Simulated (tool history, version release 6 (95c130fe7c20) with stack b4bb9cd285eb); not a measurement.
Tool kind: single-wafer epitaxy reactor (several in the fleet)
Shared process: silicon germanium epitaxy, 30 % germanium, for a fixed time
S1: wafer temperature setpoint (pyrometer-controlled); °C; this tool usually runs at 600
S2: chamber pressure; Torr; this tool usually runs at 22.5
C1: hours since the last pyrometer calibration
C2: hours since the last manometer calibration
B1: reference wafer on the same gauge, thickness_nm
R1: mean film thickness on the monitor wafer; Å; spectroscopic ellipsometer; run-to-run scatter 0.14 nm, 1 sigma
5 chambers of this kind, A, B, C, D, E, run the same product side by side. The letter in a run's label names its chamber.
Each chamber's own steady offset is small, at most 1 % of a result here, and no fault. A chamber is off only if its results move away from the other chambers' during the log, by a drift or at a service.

run 1B day=0.2 | S1=600 S2=22.5 | C1=675 C2=411.9 | B1=54.678 | R1=611.93
run 2D day=0.396 | S1=600 S2=22.5 | C1=232.3 C2=1216.1 | B1=54.702 | R1=621.87
run 3A day=0.583 | S1=600 S2=22.5 | C1=1077.8 C2=934.7 | B1=54.715 | R1=614.98
run 4C day=0.767 | S1=600 S2=22.5 | C1=1503.4 C2=18.9 | B1=54.695 | R1=616.81
run 5E day=0.925 | S1=600 S2=22.5 | C1=292.9 C2=1440.5 | B1=54.727 | R1=618.89
run 6E day=1.171 | S1=600 S2=22.5 | C1=298.8 C2=1446.4 | B1=54.693 | R1=618.92
run 7B day=1.433 | S1=591 S2=24.8 | C1=704.6 C2=441.5 | B1=54.684 | R1=538.39
run 8C day=1.608 | S1=591 S2=24.8 | C1=1523.6 C2=39.1 | B1=54.716 | R1=541.6
run 9D day=1.867 | S1=591 S2=24.8 | C1=267.6 C2=1251.4 | B1=54.714 | R1=546.45
run 10A day=1.983 | S1=591 S2=24.8 | C1=1111.4 C2=968.3 | B1=54.679 | R1=545.29
run 11D day=2.117 | S1=591 S2=24.8 | C1=273.6 C2=1257.4 | B1=54.698 | R1=544.81
run 12E day=2.346 | S1=600 S2=22.5 | C1=327 C2=1474.6 | B1=54.672 | R1=619.51
run 13A day=2.496 | S1=600 S2=22.5 | C1=1123.7 C2=980.6 | B1=54.716 | R1=616.53
run 14B day=2.608 | S1=600 S2=22.5 | C1=732.8 C2=469.7 | B1=54.701 | R1=613.66
run 15C day=2.783 | S1=589 S2=24.9 | C1=1551.8 C2=67.3 | B1=54.689 | R1=521.36
run 16C day=2.975 | S1=589 S2=24.9 | C1=1556.4 C2=71.9 | B1=54.75 | R1=521.65
run 17B day=3.138 | S1=589 S2=24.9 | C1=745.5 C2=482.4 | B1=54.741 | R1=520.52
run 18A day=3.288 | S1=589 S2=24.9 | C1=1142.7 C2=999.6 | B1=54.686 | R1=525.4
run 19D day=3.496 | S1=589 S2=24.9 | C1=306.7 C2=1290.5 | B1=54.716 | R1=527.32
run 20E day=3.708 | S1=600 S2=22.5 | C1=359.7 C2=1507.3 | B1=54.699 | R1=623.36
run 21B day=3.921 | S1=600 S2=25.5 | C1=764.3 C2=501.2 | B1=54.705 | R1=644.2
run 22D day=4.1 | S1=600 S2=25.5 | C1=321.2 C2=1305 | B1=54.698 | R1=653.95
run 23C day=4.254 | S1=600 S2=25.5 | C1=1587.1 C2=102.6 | B1=54.709 | R1=643.29
run 24A day=4.471 | S1=600 S2=25.5 | C1=1171.1 C2=1028 | B1=54.689 | R1=649.32
run 25E day=4.708 | S1=600 S2=25.5 | C1=383.7 C2=1531.3 | B1=54.704 | R1=660.76
run 26E day=4.942 | S1=600 S2=22.5 | C1=389.3 C2=1536.9 | B1=54.709 | R1=629.25
run 27A day=5.067 | S1=600 S2=22.5 | C1=1185.4 C2=1042.3 | B1=54.719 | R1=613.64
run 28B day=5.208 | S1=600 S2=22.5 | C1=795.2 C2=532.1 | B1=54.704 | R1=614.37
run 29D day=5.417 | S1=600 S2=22.5 | C1=352.8 C2=1336.6 | B1=54.679 | R1=623.89
run 30C day=5.562 | S1=600 S2=22.5 | C1=1618.5 C2=134 | B1=54.714 | R1=611.48
run 31C day=5.708 | S1=600 S2=17.7 | C1=1622 C2=137.5 | B1=54.714 | R1=557.96
run 32D day=5.962 | S1=600 S2=17.7 | C1=365.9 C2=1349.7 | B1=54.684 | R1=565.2

One chamber off, gauge drift, or nothing amiss beyond the chambers' own small offsets? If it is a chamber, which one, and what is the likeliest cause?

It is chamber E that slowly wanders off from its peers.
Cause: wafer temperature above the value expected at the setpoint (K) = 1.23.
The log might look much the same if the cause were instead: true pressure above the setpoint (%).

Chamber E could run next with any of the 4 candidate recipes listed below; each alters the usual settings, and their results appear as question marks. Which one brings its results back in line with what the other chambers deliver on the usual settings?
Allowed miss from the other chambers' usual-settings mean, per result, to count as in line: R1 5 Å
run 33E-1 day=6.15 | S1=600 S2=23.9 | R1=?
run 33E-2 day=6.15 | S1=600 S2=25.2 | R1=?
run 33E-3 day=6.15 | S1=600 S2=20 | R1=?
run 33E-4 day=6.15 | S1=600 S2=21.1 | R1=?

Usual-settings mean across the other chambers: R1 616.61 Å
run=33E-1 R1=648
run=33E-2 R1=661.93
run=33E-3 R1=603.25
run=33E-4 R1=616.37
33E-4 is the one that brings the chamber's results back in line with the other chambers.
